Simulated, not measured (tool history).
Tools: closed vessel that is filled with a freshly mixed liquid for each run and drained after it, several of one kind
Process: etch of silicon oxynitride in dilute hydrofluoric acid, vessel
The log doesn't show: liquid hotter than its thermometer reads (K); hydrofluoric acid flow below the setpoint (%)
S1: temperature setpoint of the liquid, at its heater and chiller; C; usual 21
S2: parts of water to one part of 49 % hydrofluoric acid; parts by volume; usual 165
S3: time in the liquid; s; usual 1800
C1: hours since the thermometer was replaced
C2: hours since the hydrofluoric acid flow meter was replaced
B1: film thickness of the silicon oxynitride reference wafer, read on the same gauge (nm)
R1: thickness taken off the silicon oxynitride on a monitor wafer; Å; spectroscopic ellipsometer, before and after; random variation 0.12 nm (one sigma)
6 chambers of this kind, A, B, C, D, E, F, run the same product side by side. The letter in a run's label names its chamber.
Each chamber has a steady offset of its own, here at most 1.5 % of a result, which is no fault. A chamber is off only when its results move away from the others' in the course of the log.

run 1C hour=2.8 | S1=21 S2=165 S3=1800 | C1=12.1 C2=236.4 | B1=40.002 | R1=244.64
run 2D hour=7.3 | S1=21 S2=165 S3=1800 | C1=56.6 C2=1715.5 | B1=40.008 | R1=247.27
run 3E hour=10.7 | S1=21 S2=165 S3=1800 | C1=2004.7 C2=574.3 | B1=40.007 | R1=241.26
run 4A hour=12.9 | S1=21 S2=165 S3=1800 | C1=1280.3 C2=2093.1 | B1=39.998 | R1=246.90
run 5B hour=17.3 | S1=21 S2=165 S3=1800 | C1=497.6 C2=402.6 | B1=39.975 | R1=244.59
run 6F hour=19.7 | S1=21 S2=165 S3=1800 | C1=1574.7 C2=723.3 | B1=39.981 | R1=243.10
run 7E hour=21.8 | S1=21 S2=165 S3=1800 | C1=2015.8 C2=585.4 | B1=39.988 | R1=244.54
run 8F hour=26.0 | S1=21 S2=165 S3=1800 | C1=1581.0 C2=729.6 | B1=39.986 | R1=244.21
run 9C hour=30.4 | S1=21 S2=165 S3=1800 | C1=39.7 C2=264.0 | B1=39.975 | R1=243.50
run 10A hour=34.2 | S1=21 S2=165 S3=1800 | C1=1301.6 C2=2114.4 | B1=39.990 | R1=248.77
run 11B hour=38.9 | S1=21 S2=165 S3=1800 | C1=519.2 C2=424.2 | B1=40.023 | R1=244.53
run 12D hour=43.0 | S1=21 S2=165 S3=1175 | C1=92.3 C2=1751.2 | B1=39.979 | R1=161.70
run 13A hour=47.1 | S1=21 S2=165 S3=1175 | C1=1314.5 C2=2127.3 | B1=39.977 | R1=160.38
run 14B hour=49.5 | S1=21 S2=165 S3=1175 | C1=529.8 C2=434.8 | B1=39.982 | R1=160.66
run 15C hour=52.8 | S1=21 S2=165 S3=1175 | C1=62.1 C2=286.4 | B1=39.985 | R1=159.58
run 16F hour=56.1 | S1=21 S2=165 S3=1175 | C1=1611.1 C2=759.7 | B1=39.990 | R1=161.72
run 17E hour=58.8 | S1=21 S2=165 S3=1175 | C1=2052.8 C2=622.4 | B1=40.020 | R1=161.09
run 18D hour=62.7 | S1=21 S2=165 S3=1800 | C1=112.0 C2=1770.9 | B1=40.033 | R1=248.55
run 19A hour=66.7 | S1=21 S2=165 S3=1800 | C1=1334.1 C2=2146.9 | B1=40.022 | R1=245.31
run 20C hour=70.1 | S1=21 S2=165 S3=1800 | C1=79.4 C2=303.7 | B1=39.993 | R1=244.14
run 21F hour=73.7 | S1=21 S2=165 S3=1800 | C1=1628.7 C2=777.3 | B1=40.014 | R1=249.81
run 22B hour=76.6 | S1=21 S2=165 S3=1800 | C1=556.9 C2=461.9 | B1=40.008 | R1=246.53
run 23D hour=80.1 | S1=21 S2=235 S3=1800 | C1=129.4 C2=1788.3 | B1=39.988 | R1=164.77
run 24E hour=84.3 | S1=21 S2=235 S3=1800 | C1=2078.3 C2=647.9 | B1=39.989 | R1=164.03
run 25E hour=86.7 | S1=21 S2=235 S3=1800 | C1=2080.7 C2=650.3 | B1=40.000 | R1=164.41
run 26A hour=89.3 | S1=21 S2=235 S3=1800 | C1=1356.7 C2=2169.5 | B1=40.015 | R1=164.36
run 27D hour=92.7 | S1=21 S2=235 S3=1800 | C1=142.0 C2=1800.9 | B1=39.980 | R1=165.81
-- hour=94.8 chamber A: thermometer replaced
run 28C hour=94.9 | S1=21 S2=235 S3=1800 | C1=104.2 C2=328.5 | B1=39.999 | R1=162.27
run 29F hour=99.7 | S1=23 S2=165 S3=1800 | C1=1654.7 C2=803.3 | B1=39.992 | R1=279.28
run 30B hour=102.6 | S1=23 S2=165 S3=1800 | C1=582.9 C2=487.9 | B1=39.985 | R1=268.50
run 31C hour=106.4 | S1=23 S2=165 S3=1800 | C1=115.7 C2=340.0 | B1=39.993 | R1=266.66
run 32B hour=109.2 | S1=23 S2=165 S3=1800 | C1=589.5 C2=494.5 | B1=40.009 | R1=269.18
run 33E hour=114.0 | S1=23 S2=165 S3=1800 | C1=2108.0 C2=677.6 | B1=39.987 | R1=270.50
run 34F hour=117.1 | S1=23 S2=165 S3=1800 | C1=1672.1 C2=820.7 | B1=40.007 | R1=283.65
run 35A hour=121.0 | S1=21 S2=245 S3=1800 | C1=26.3 C2=2201.2 | B1=39.999 | R1=155.29
run 36D hour=125.7 | S1=21 S2=245 S3=1800 | C1=175.0 C2=1833.9 | B1=39.985 | R1=156.31
run 37D hour=128.8 | S1=21 S2=245 S3=1800 | C1=178.1 C2=1837.0 | B1=39.994 | R1=156.24

Is one chamber off against the others, does the gauge drift, or is nothing wrong? If a chamber is off, say which, and what the likeliest cause is.

Chamber F drifts away from the others.
Cause: liquid hotter than its thermometer reads (K) = 1.4.
The log may not tell that from: hydrofluoric acid flow above the setpoint (%).

Here are 4 candidates for chamber F's next run, each the usual settings with a change, their results left as question marks. Which one brings its results back in line with what the others give on the usual settings?
In line means no further than this from the other chambers' mean on the usual settings: R1 4.20 Å
run 38F-1 hour=132.3 | S1=21 S2=170 S3=1800 | R1=?
run 38F-2 hour=132.3 | S1=21 S2=160 S3=1860 | R1=?
run 38F-3 hour=132.3 | S1=21 S2=160 S3=1800 | R1=?
run 38F-4 hour=132.3 | S1=21 S2=165 S3=1685 | R1=?

The other chambers' mean on the usual settings: R1 245.44 Å
run=38F-1 R1=253.52
run=38F-2 R1=280.11
run=38F-3 R1=271.08
run=38F-4 R1=245.29
38F-4 brings the chamber back in line.
